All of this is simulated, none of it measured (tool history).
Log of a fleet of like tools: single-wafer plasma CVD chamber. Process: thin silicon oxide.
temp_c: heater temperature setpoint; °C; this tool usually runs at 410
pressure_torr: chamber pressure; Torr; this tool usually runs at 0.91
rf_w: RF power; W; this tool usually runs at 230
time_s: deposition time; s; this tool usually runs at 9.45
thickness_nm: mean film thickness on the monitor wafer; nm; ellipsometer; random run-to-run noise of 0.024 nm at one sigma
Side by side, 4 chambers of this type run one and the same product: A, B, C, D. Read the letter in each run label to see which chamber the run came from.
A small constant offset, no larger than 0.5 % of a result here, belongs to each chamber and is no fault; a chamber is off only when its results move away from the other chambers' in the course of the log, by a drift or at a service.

run   hour  temp_c  pressure_torr  rf_w  time_s  hours since the last thermocouple change  hours since the last RF generator calibration  hours since the last manometer calibration  read-back reference wafer on the same gauge, thickness_nm  thickness_nm
 1C    9.7     410           0.91   230    9.45                                    1395.6                                          499.7                                      2181.7                                                      15.49        17.077
 2D   18.9     410           0.91   230    9.45                                     440.8                                         1191.4                                       368.8                                                     15.499        17.065
 3B     30     410           0.91   230    9.45                                    1338.1                                         1980.9                                      2268.5                                                     15.493        17.093
      33.8  -- chamber B: RF generator calibrated
 4A   40.4     410           0.91   230    9.45                                      1070                                          551.2                                      3287.5                                                     15.486        17.193
 5D   54.1     404           0.91   265    9.45                                       476                                         1226.6                                         404                                                     15.488        18.291
 6A   62.1     404           0.91   265    9.45                                    1091.7                                          572.9                                      3309.2                                                     15.488        18.412
 7C   71.6     404           0.91   265    9.45                                    1457.5                                          561.6                                      2243.6                                                     15.484        18.235
 8B   85.9     404           0.91   265    9.45                                      1394                                           52.2                                      2324.4                                                     15.481        18.324
 9C   94.4     421           0.91   260    9.45                                    1480.3                                          584.4                                      2266.4                                                      15.47        17.863
10A  109.8     421           0.91   260    9.45                                    1139.4                                          620.6                                      3356.9                                                     15.472        18.037
11D  122.6     421           0.91   260    9.45                                     544.5                                         1295.1                                       472.5                                                     15.459        17.917
       132  -- chamber A: capacitance manometer re-zeroed and calibrated
12B  135.7     421           0.91   260    9.45                                    1443.8                                            102                                      2374.2                                                     15.462        17.987
13A  150.4     410           0.91   230    9.45                                      1180                                          661.2                                        18.5                                                     15.461        17.144
14B  165.1     410           0.91   230    9.45                                    1473.2                                          131.4                                      2403.6                                                     15.459        17.054
15C  174.9     410           0.91   230    9.45                                    1560.8                                          664.9                                      2346.9                                                     15.454        17.075
     184.4  -- chamber B: capacitance manometer re-zeroed and calibrated
16D  187.3     410           0.91   230    9.45                                     609.2                                         1359.8                                       537.2                                                     15.443        17.015
17B  198.8     410           0.91   230    9.45                                    1506.9                                          165.1                                        14.5                                                     15.449        16.982
18C    207     410           0.91   230    9.45                                    1592.9                                            697                                        2379                                                     15.439        17.029
19A    221     410           0.91   230    9.45                                    1250.6                                          731.8                                        89.1                                                      15.44        17.154
20D  237.4     410           0.91   230    9.45                                     659.3                                         1409.9                                       587.3                                                     15.435        17.067
21B  247.6     410           0.91   230     7.9                                    1555.7                                          213.9                                        63.3                                                     15.438        14.229
22D  260.5     410           0.91   230     7.9                                     682.4                                           1433                                       610.4                                                     15.429        14.249
23A    271     410           0.91   230     7.9                                    1300.6                                          781.8                                       139.1                                                      15.42        14.346
24C  287.5     410           0.91   230     7.9                                    1673.4                                          777.5                                      2459.5                                                     15.423        14.233
25D  299.6     410           0.91   230    9.45                                     721.5                                         1472.1                                       649.5                                                     15.423        17.007
26A  314.7     410           0.91   230    9.45                                    1344.3                                          825.5                                       182.8                                                     15.418        17.105
27B  326.6     410           0.91   230    9.45                                    1634.7                                          292.9                                       142.3                                                     15.413        16.995

What goes on in this fleet: one chamber off, a drifting gauge, or nothing beyond the chambers' own small offsets? Name the chamber and the cause, if any.

It is the gauge, not a chamber: its drift shows up in every chamber's results at once, and no chamber is off.
What lies behind it: gauge reads low (%) = 0.584.
